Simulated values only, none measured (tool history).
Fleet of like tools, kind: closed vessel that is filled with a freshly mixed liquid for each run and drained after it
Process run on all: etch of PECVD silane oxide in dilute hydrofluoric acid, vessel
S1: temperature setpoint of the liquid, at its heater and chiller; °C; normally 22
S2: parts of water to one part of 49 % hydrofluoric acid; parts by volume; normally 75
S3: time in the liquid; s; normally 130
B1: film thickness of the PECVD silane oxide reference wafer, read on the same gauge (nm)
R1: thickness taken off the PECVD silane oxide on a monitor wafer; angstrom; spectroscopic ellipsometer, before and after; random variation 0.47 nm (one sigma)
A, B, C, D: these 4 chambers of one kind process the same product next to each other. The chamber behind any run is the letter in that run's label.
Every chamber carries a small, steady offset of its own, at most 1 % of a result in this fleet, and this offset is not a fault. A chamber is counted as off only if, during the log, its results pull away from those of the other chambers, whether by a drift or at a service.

run     day    S1  S2   S3      B1      R1
 1A   0.292    22  75  130      90  541.49
 2D   0.638    22  75  130  90.044  540.86
 3B   0.942    22  75  130  90.029  523.71
 4C   1.121    22  75  130  89.923  543.34
 5A   1.479    22  75  130  90.003  530.73
 6C   1.679    18  75  175  90.007  606.23
 7D   1.988    18  75  175  89.979  608.55
 8B   2.321    18  75  175   89.99   607.2
 9C   2.504    18  75  175  90.004   606.2
10B     2.7    22  75  130  89.999  526.09
11A   3.012  20.5  75   80  89.974  312.07
12D   3.304  20.5  75   80  89.997  311.48
13B   3.458  20.5  75   80  89.985  311.56
14C   3.729  20.5  75   80  89.981  305.52
15D   3.921    22  75  130  89.961  535.86
16A   4.162    22  75  130  90.001  535.05
17A   4.521    22  75  130  89.989  526.81
18C   4.825    22  65  195  89.958     932
19B   5.183    22  65  195  90.023  937.47
20D   5.421    22  65  195  90.015  950.74
21A   5.708    22  65  195  89.973  900.29
22B   6.046    22  75  130  89.986  526.22
23D   6.362    22  75  130  89.957  544.59
24C   6.696    22  75  100  89.995  410.07
25C   6.929    22  75  100  89.991  410.86
      7.071  -- chamber C: thermometer replaced
26B   7.225    22  75  100  89.996  404.76
27A   7.442    22  75  100  90.014  395.35
28D   7.654    22  75  130  90.025  537.63
29D   7.829    22  75  130  90.014  538.85
30B   8.071    22  75  130  90.042  531.71
31A   8.267    22  75  130  90.004  504.41
32C   8.554    22  75  130  89.963  533.73
33B   8.879    22  75  130  90.045  532.24
34C   9.038    22  75  130  90.018  543.29
35A   9.358    22  75  130  90.004  500.18
36D   9.604    22  75  130  90.024   535.3
37A   9.904    22  75  130  90.026  496.88
38B  10.146    22  75  130  89.959  538.57

All chambers now run identical settings, listed one chamber a line with results as question marks. What results will each chamber show?
39A  10.404  17  75  130       ?
39B  10.404  17  75  130       ?
39C  10.404  17  75  130       ?
39D  10.404  17  75  130       ?

run      R1
39A  396.45
39B  428.52
39C  429.61
39D  436.27
